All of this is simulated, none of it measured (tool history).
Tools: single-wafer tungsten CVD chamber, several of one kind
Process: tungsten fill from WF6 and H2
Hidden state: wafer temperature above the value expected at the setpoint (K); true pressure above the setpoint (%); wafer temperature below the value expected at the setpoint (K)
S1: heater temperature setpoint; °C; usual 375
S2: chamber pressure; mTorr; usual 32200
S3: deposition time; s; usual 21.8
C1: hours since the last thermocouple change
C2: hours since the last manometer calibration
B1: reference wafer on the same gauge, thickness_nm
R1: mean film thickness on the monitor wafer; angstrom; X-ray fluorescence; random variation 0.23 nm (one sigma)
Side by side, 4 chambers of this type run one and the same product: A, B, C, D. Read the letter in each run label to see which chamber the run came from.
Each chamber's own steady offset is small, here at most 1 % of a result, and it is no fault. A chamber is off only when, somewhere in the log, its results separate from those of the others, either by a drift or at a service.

{"run": "1A", "hour": 6.3, "S1": 375, "S2": 32200, "S3": 21.8, "C1": 918.0, "C2": 742.0, "B1": 33.035, "R1": 403.28}
{"run": "2C", "hour": 16.1, "S1": 375, "S2": 32200, "S3": 21.8, "C1": 1091.3, "C2": 1385.4, "B1": 32.998, "R1": 403.1}
{"run": "3B", "hour": 24.5, "S1": 375, "S2": 32200, "S3": 21.8, "C1": 2059.8, "C2": 1235.0, "B1": 32.948, "R1": 397.41}
{"run": "4D", "hour": 33.8, "S1": 375, "S2": 32200, "S3": 21.8, "C1": 709.7, "C2": 2911.1, "B1": 32.966, "R1": 406.1}
{"run": "5D", "hour": 40.5, "S1": 375, "S2": 32200, "S3": 21.8, "C1": 716.4, "C2": 2917.8, "B1": 33.013, "R1": 408.33}
{"run": "6B", "hour": 48.6, "S1": 375, "S2": 32200, "S3": 21.8, "C1": 2083.9, "C2": 1259.1, "B1": 32.984, "R1": 397.69}
{"run": "7A", "hour": 57.6, "S1": 386, "S2": 26400, "S3": 21.8, "C1": 969.3, "C2": 793.3, "B1": 32.998, "R1": 456.54}
{"run": "8C", "hour": 68.1, "S1": 386, "S2": 26400, "S3": 21.8, "C1": 1143.3, "C2": 1437.4, "B1": 33.017, "R1": 454.69}
{"run": "9B", "hour": 77.2, "S1": 386, "S2": 26400, "S3": 21.8, "C1": 2112.5, "C2": 1287.7, "B1": 33.011, "R1": 454.31}
{"run": "10A", "hour": 86.8, "S1": 386, "S2": 26400, "S3": 21.8, "C1": 998.5, "C2": 822.5, "B1": 33.0, "R1": 455.43}
{"run": "11D", "hour": 96.8, "S1": 370, "S2": 25500, "S3": 21.8, "C1": 772.7, "C2": 2974.1, "B1": 32.998, "R1": 323.45}
{"run": "12C", "hour": 103.1, "S1": 370, "S2": 25500, "S3": 21.8, "C1": 1178.3, "C2": 1472.4, "B1": 32.991, "R1": 322.57}
{"run": "13C", "hour": 114.4, "S1": 370, "S2": 25500, "S3": 21.8, "C1": 1189.6, "C2": 1483.7, "B1": 32.962, "R1": 321.64}
{"run": "14B", "hour": 120.3, "S1": 370, "S2": 25500, "S3": 21.8, "C1": 2155.6, "C2": 1330.8, "B1": 33.032, "R1": 323.14}
{"run": "15D", "hour": 131.1, "S1": 375, "S2": 32200, "S3": 21.8, "C1": 807.0, "C2": 3008.4, "B1": 32.951, "R1": 398.83}
{"run": "16A", "hour": 137.4, "S1": 375, "S2": 32200, "S3": 21.8, "C1": 1049.1, "C2": 873.1, "B1": 33.038, "R1": 403.11}
{"run": "17D", "hour": 145.3, "S1": 375, "S2": 32200, "S3": 24.7, "C1": 821.2, "C2": 3022.6, "B1": 32.951, "R1": 456.62}
{"hour": 147.8, "done": "chamber D: capacitance manometer re-zeroed and calibrated"}
{"run": "18B", "hour": 152.7, "S1": 375, "S2": 32200, "S3": 24.7, "C1": 2188.0, "C2": 1363.2, "B1": 33.002, "R1": 451.31}
{"hour": 161.3, "done": "chamber C: capacitance manometer re-zeroed and calibrated"}
{"run": "19C", "hour": 162.2, "S1": 375, "S2": 32200, "S3": 24.7, "C1": 1237.4, "C2": 1.0, "B1": 32.979, "R1": 454.81}
{"run": "20A", "hour": 171.4, "S1": 375, "S2": 32200, "S3": 24.7, "C1": 1083.1, "C2": 907.1, "B1": 33.027, "R1": 455.86}
{"run": "21B", "hour": 184.9, "S1": 375, "S2": 32200, "S3": 21.8, "C1": 2220.2, "C2": 1395.4, "B1": 33.006, "R1": 398.91}
{"run": "22C", "hour": 193.4, "S1": 375, "S2": 32200, "S3": 21.8, "C1": 1268.6, "C2": 32.2, "B1": 32.996, "R1": 399.53}
{"run": "23D", "hour": 201.6, "S1": 375, "S2": 32200, "S3": 21.8, "C1": 877.5, "C2": 53.9, "B1": 32.999, "R1": 403.7}
{"run": "24A", "hour": 213.7, "S1": 375, "S2": 32200, "S3": 21.8, "C1": 1125.4, "C2": 949.4, "B1": 32.986, "R1": 399.75}
{"run": "25D", "hour": 221.4, "S1": 382, "S2": 32200, "S3": 21.8, "C1": 897.3, "C2": 73.7, "B1": 32.973, "R1": 469.13}
{"run": "26B", "hour": 230.2, "S1": 382, "S2": 32200, "S3": 21.8, "C1": 2265.5, "C2": 1440.7, "B1": 32.95, "R1": 452.54}
{"run": "27A", "hour": 237.1, "S1": 382, "S2": 32200, "S3": 21.8, "C1": 1148.8, "C2": 972.8, "B1": 33.029, "R1": 457.23}
{"hour": 248.3, "done": "chamber B: thermocouple changed; heater temperature recalibrated"}
{"run": "28C", "hour": 250.0, "S1": 382, "S2": 32200, "S3": 21.8, "C1": 1325.2, "C2": 88.8, "B1": 32.978, "R1": 467.76}
{"run": "29C", "hour": 256.2, "S1": 375, "S2": 39200, "S3": 24.4, "C1": 1331.4, "C2": 95.0, "B1": 33.03, "R1": 487.7}
{"run": "30B", "hour": 266.8, "S1": 375, "S2": 39200, "S3": 24.4, "C1": 18.6, "C2": 1477.3, "B1": 33.03, "R1": 493.04}

Does one chamber stand apart from the rest, does the shared gauge drift, or is all well apart from small per-chamber offsets? Give the chamber and the most likely cause, where there is one.

All chambers stay in line apart from their small fixed offsets, and the gauge does not drift.
